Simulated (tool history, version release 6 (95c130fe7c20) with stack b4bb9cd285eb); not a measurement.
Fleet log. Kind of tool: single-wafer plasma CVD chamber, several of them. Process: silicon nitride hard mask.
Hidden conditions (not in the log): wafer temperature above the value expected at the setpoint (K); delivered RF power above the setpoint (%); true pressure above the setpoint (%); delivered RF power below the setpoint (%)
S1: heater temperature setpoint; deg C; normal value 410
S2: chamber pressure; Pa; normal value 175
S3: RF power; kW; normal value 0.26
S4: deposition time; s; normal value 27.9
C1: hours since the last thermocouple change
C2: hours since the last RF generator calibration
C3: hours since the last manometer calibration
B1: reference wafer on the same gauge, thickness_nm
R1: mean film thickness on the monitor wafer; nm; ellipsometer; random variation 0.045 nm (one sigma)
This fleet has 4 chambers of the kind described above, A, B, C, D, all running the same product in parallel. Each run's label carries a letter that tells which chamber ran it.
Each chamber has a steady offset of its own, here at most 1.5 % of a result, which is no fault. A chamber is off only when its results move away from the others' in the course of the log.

Run 1A, hour 2.9: usual settings; C1 465.3; C2 1418.6; C3 1578; B1 26.483. Result: R1 27.504 nm.
Run 2C, hour 5.6: usual settings; C1 1389.2; C2 1394.7; C3 1021.5; B1 26.5. Result: R1 27.593 nm.
Run 3D, hour 8.1: usual settings; C1 1599.8; C2 2306.2; C3 2545.2; B1 26.484. Result: R1 26.925 nm.
Run 4B, hour 10.2: usual settings; C1 1543.1; C2 371.1; C3 1079.5; B1 26.491. Result: R1 27.376 nm.
Run 5B, hour 14.1: usual settings; C1 1547; C2 375; C3 1083.4; B1 26.483. Result: R1 27.411 nm.
Run 6A, hour 17: usual settings; C1 479.4; C2 1432.7; C3 1592.1; B1 26.475. Result: R1 27.424 nm.
Run 7D, hour 19.6: usual settings but S1 415 deg C, S3 0.22 kW; C1 1611.3; C2 2317.7; C3 2556.7; B1 26.471. Result: R1 23.778 nm.
Run 8C, hour 23.9: usual settings but S1 415 deg C, S3 0.22 kW; C1 1407.5; C2 1413; C3 1039.8; B1 26.452. Result: R1 24.386 nm.
Run 9A, hour 27.7: usual settings but S1 415 deg C, S3 0.22 kW; C1 490.1; C2 1443.4; C3 1602.8; B1 26.455. Result: R1 24.306 nm.
Run 10C, hour 30.6: usual settings but S1 415 deg C, S3 0.22 kW; C1 1414.2; C2 1419.7; C3 1046.5; B1 26.452. Result: R1 24.267 nm.
At hour 31.7: chamber C: capacitance manometer re-zeroed and calibrated.
Run 11B, hour 34.3: usual settings; C1 1567.2; C2 395.2; C3 1103.6; B1 26.44. Result: R1 27.353 nm.
Run 12D, hour 39: usual settings; C1 1630.7; C2 2337.1; C3 2576.1; B1 26.436. Result: R1 26.834 nm.
Run 13B, hour 42.2: usual settings; C1 1575.1; C2 403.1; C3 1111.5; B1 26.432. Result: R1 27.336 nm.
Run 14C, hour 45.9: usual settings; C1 1429.5; C2 1435; C3 14.3; B1 26.429. Result: R1 27.491 nm.
Run 15D, hour 49.9: usual settings but S1 425 deg C, S3 0.235 kW; C1 1641.6; C2 2348; C3 2587; B1 26.412. Result: R1 24.792 nm.
Run 16A, hour 52: usual settings but S1 425 deg C, S3 0.235 kW; C1 514.4; C2 1467.7; C3 1627.1; B1 26.411. Result: R1 25.304 nm.
Run 17A, hour 55.6: usual settings but S1 425 deg C, S3 0.235 kW; C1 518; C2 1471.3; C3 1630.7; B1 26.42. Result: R1 25.289 nm.
Run 18C, hour 57.7: usual settings but S1 425 deg C, S3 0.235 kW; C1 1441.3; C2 1446.8; C3 26.1; B1 26.411. Result: R1 25.35 nm.
Run 19B, hour 59.7: usual settings; C1 1592.6; C2 420.6; C3 1129; B1 26.408. Result: R1 27.23 nm.
Run 20D, hour 63.8: usual settings; C1 1655.5; C2 2361.9; C3 2600.9; B1 26.403. Result: R1 26.894 nm.
Run 21D, hour 67.1: usual settings; C1 1658.8; C2 2365.2; C3 2604.2; B1 26.398. Result: R1 26.862 nm.
Run 22C, hour 71.5: usual settings; C1 1455.1; C2 1460.6; C3 39.9; B1 26.375. Result: R1 27.498 nm.
Run 23A, hour 74.6: usual settings; C1 537; C2 1490.3; C3 1649.7; B1 26.372. Result: R1 27.294 nm.
Run 24B, hour 77: usual settings; C1 1609.9; C2 437.9; C3 1146.3; B1 26.369. Result: R1 27.136 nm.
Run 25A, hour 80.6: usual settings; C1 543; C2 1496.3; C3 1655.7; B1 26.37. Result: R1 27.366 nm.
Run 26C, hour 83.4: usual settings; C1 1467; C2 1472.5; C3 51.8; B1 26.367. Result: R1 27.497 nm.
Run 27D, hour 86.8: usual settings; C1 1678.5; C2 2384.9; C3 2623.9; B1 26.358. Result: R1 26.844 nm.
Run 28B, hour 90.6: usual settings; C1 1623.5; C2 451.5; C3 1159.9; B1 26.351. Result: R1 27.166 nm.
Run 29A, hour 94.3: usual settings; C1 556.7; C2 1510; C3 1669.4; B1 26.354. Result: R1 27.358 nm.
Run 30B, hour 98.3: usual settings; C1 1631.2; C2 459.2; C3 1167.6; B1 26.341. Result: R1 27.224 nm.
Run 31C, hour 102.6: usual settings; C1 1486.2; C2 1491.7; C3 71; B1 26.334. Result: R1 27.443 nm.
Run 32D, hour 106.8: usual settings; C1 1698.5; C2 2404.9; C3 2643.9; B1 26.338. Result: R1 26.691 nm.
Run 33A, hour 108.9: usual settings; C1 571.3; C2 1524.6; C3 1684; B1 26.319. Result: R1 27.259 nm.

What goes on in this fleet: one chamber off, a drifting gauge, or nothing beyond the chambers' own small offsets? Name the chamber and the cause, if any.

No chamber is off; the gauge reading every chamber's wafers drifts, which makes the whole fleet appear to move together.
Likeliest cause: gauge reads low (%) = 0.676.
